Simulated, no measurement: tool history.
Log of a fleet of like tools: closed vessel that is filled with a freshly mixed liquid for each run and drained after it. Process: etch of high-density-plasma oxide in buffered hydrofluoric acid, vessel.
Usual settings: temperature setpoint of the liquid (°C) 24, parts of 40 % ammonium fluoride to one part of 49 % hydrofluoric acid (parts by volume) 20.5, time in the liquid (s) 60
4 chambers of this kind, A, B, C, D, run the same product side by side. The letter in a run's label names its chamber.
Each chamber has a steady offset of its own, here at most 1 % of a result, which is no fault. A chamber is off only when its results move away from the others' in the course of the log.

run	hour	temperature setpoint of the liquid (°C)	parts of 40 % ammonium fluoride to one part of 49 % hydrofluoric acid (parts by volume)	time in the liquid (s)	read-back film thickness of the high-density-plasma oxide reference wafer, read on the same gauge (nm)	thickness taken off the high-density-plasma oxide on a monitor wafer (angstrom)
1B	2.6	24	20.5	60	149.95	586.1
2D	7.5	24	20.5	60	150.04	571.64
3C	12.6	24	20.5	60	149.98	571.28
4A	16.7	24	20.5	60	150	562.88
5B	22.1	24	20.5	60	150.04	581.05
6A	27.6	24	20.5	60	149.99	565.65
7D	33.1	24	20.5	60	150.01	589.27
8C	37.5	24	20.5	60	150	567.29
9A	41.8	24	20.5	60	150.02	571.26
10B	46.4	24	20.5	60	149.98	578
11C	49.5	28.5	17.5	60	149.98	829.74
12D	54.2	28.5	17.5	60	150.01	866.83
13D	58.9	28.5	17.5	60	150.02	867.43
14C	64.2	28.5	17.5	60	150.04	842.86
15A	67.4	24	20.5	60	150.05	562.95
16B	71.7	24	20.5	90	149.99	866.07
17A	75.5	24	20.5	90	149.94	845.8
# hour 80: chamber B: hydrofluoric acid flow meter replaced
18D	80.1	24	20.5	90	150.02	869.3
19C	83.9	24	20.5	90	149.95	838.5
20B	87.4	24	20.5	60	150.02	574.36
21A	92.9	27	20.5	45	149.99	497.44
22B	96.3	27	20.5	45	149.99	517.54
23D	98.8	27	20.5	45	150.01	508.45
24C	103.1	27	20.5	45	149.97	484.98
25C	108.5	24	20.5	60	150.02	548.7
26A	112.3	24	20.5	60	149.99	560.42
27D	117.5	24	20.5	60	150.04	577.63
28B	121.8	24	20.5	60	150.01	586.17
29D	126.6	24	20.5	60	149.95	574.43
30B	129.2	24	20.5	60	150	573.08
31C	132.3	24	20.5	60	150.02	542.01
32A	136.6	24	20.5	60	150.01	567.44
33A	141.5	24	20.5	60	149.97	573.01
34B	146.6	24	20.5	60	150	578.76
35C	150.4	24	26.5	75	150.02	573.38
36D	153.5	24	26.5	75	150.01	597.39
37B	156.9	24	26.5	75	150	595.64
38C	159.3	24	26.5	75	149.98	559.4
39D	162.3	24	20.5	60	149.98	569.68
40A	164.9	24	20.5	60	150.05	553.58
41A	167.7	24	13.5	90	150.01	1268
42C	170.6	24	13.5	90	150.01	1202.6
43B	173.3	24	13.5	90	150.01	1308.8

All 4 chambers run these settings next. Forecast each chamber's results:
44A	177.4	21.5	20.5	60		?
44B	177.4	21.5	20.5	60		?
44C	177.4	21.5	20.5	60		?
44D	177.4	21.5	20.5	60		?

run	thickness taken off the high-density-plasma oxide on a monitor wafer (angstrom)
44A	493.22
44B	505.02
44C	459.79
44D	504.27
